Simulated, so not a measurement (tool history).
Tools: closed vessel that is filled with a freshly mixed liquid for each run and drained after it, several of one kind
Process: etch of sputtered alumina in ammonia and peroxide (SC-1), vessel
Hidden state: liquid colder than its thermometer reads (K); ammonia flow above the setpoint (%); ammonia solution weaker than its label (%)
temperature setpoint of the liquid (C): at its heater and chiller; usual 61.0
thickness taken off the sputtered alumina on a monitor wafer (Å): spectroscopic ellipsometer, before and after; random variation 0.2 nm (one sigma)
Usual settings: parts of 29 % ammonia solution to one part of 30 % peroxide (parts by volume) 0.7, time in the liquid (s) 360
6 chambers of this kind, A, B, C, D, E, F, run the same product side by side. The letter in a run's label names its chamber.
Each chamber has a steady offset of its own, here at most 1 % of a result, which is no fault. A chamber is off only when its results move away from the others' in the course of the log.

run	day	temperature setpoint of the liquid (C)	parts of 29 % ammonia solution to one part of 30 % peroxide (parts by volume)	time in the liquid (s)	hours since the thermometer was replaced	hours since the ammonia flow meter was replaced	hours since the drum of ammonia solution was connected	read-back film thickness of the sputtered alumina reference wafer, read on the same gauge (nm)	thickness taken off the sputtered alumina on a monitor wafer (Å)
1A	0.112	61.0	0.7	360	889.3	639.5	693.1	90.017	374.67
2E	0.217	61.0	0.7	360	1311.8	426.5	316.7	90.017	372.75
# day 0.238: chamber C: new drum of ammonia solution connected
3C	0.321	61.0	0.7	360	1231.8	1451.3	2.1	89.973	367.97
4B	0.488	61.0	0.7	360	1762.7	756.2	221.5	89.962	376.93
5D	0.625	61.0	0.7	360	1780.4	300.0	711.8	90.005	373.72
6F	0.825	61.0	0.7	360	410.1	550.9	134.7	89.965	369.06
7D	0.992	61.0	0.7	360	1789.2	308.8	720.6	90.072	372.89
8C	1.138	61.0	0.7	360	1251.4	1470.9	21.7	90.016	369.40
9F	1.325	66.0	0.7	360	422.1	562.9	146.7	90.011	477.65
10A	1.458	66.0	0.7	360	921.6	671.8	725.4	90.010	482.57
11E	1.596	66.0	0.7	360	1344.9	459.6	349.8	89.982	478.93
12B	1.738	66.0	0.7	360	1792.7	786.2	251.5	90.047	482.16
13D	1.842	66.0	0.7	360	1809.6	329.2	741.0	90.010	475.21
14B	2.021	66.0	0.7	360	1799.5	793.0	258.3	90.027	480.07
15C	2.167	70.0	0.4	360	1276.1	1495.6	46.4	90.000	542.42
16E	2.262	70.0	0.4	360	1360.9	475.6	365.8	90.000	554.60
17A	2.442	70.0	0.4	360	945.2	695.4	749.0	90.011	552.25
18F	2.588	70.0	0.4	360	452.4	593.2	177.0	90.064	548.30
19B	2.792	70.0	0.4	360	1818.0	811.5	276.8	90.004	557.16
20C	2.983	70.0	0.4	360	1295.7	1515.2	66.0	90.043	537.79
21D	3.175	61.0	0.4	360	1841.6	361.2	773.0	89.971	353.82
22F	3.354	61.0	0.4	360	470.8	611.6	195.4	89.975	352.11
23E	3.475	61.0	0.4	360	1390.0	504.7	394.9	90.021	354.89
24A	3.633	61.0	0.4	360	973.8	724.0	777.6	89.992	351.86
25C	3.792	61.0	0.4	360	1315.1	1534.6	85.4	90.005	352.99
26B	3.925	61.0	0.4	360	1845.2	838.7	304.0	89.981	355.28
27F	4.100	61.0	0.7	360	488.7	629.5	213.3	90.025	371.56
28A	4.229	61.0	0.7	360	988.1	738.3	791.9	90.006	374.06
29D	4.367	61.0	0.7	360	1870.2	389.8	801.6	89.997	373.75
30E	4.579	61.0	0.7	360	1416.5	531.2	421.4	90.007	370.67
31B	4.742	61.0	0.7	360	1864.8	858.3	323.6	89.990	376.50
# day 4.821: chamber E: new drum of ammonia solution connected
32D	4.862	61.0	0.7	360	1882.1	401.7	813.5	89.984	373.93
33C	4.996	61.0	0.7	360	1344.0	1563.5	114.3	90.058	369.56
34E	5.138	61.0	0.7	360	1429.9	544.6	7.7	89.969	371.37
35A	5.275	61.0	0.7	360	1013.2	763.4	817.0	89.999	371.30
36F	5.446	61.0	0.4	360	521.0	661.8	245.6	89.950	349.64
37E	5.650	61.0	0.4	360	1442.2	556.9	20.0	89.987	356.58
38A	5.825	61.0	0.4	360	1026.4	776.6	830.2	90.002	355.13
39F	5.933	61.0	0.4	360	532.7	673.5	257.3	89.977	349.08
40B	6.104	61.0	0.4	360	1897.5	891.0	356.3	89.986	355.67
41D	6.217	61.0	0.4	360	1914.6	434.2	846.0	89.947	351.60
42C	6.379	57.5	0.7	360	1377.2	1596.7	147.5	90.018	310.34
43F	6.588	57.5	0.7	360	548.4	689.2	273.0	90.016	308.88
44C	6.725	57.5	0.7	360	1385.5	1605.0	155.8	89.984	311.22

Is one chamber off against the others, does the gauge drift, or is nothing wrong? If a chamber is off, say which, and what the likeliest cause is.

No chamber stands off beyond its own small offset, and the gauge holds steady.
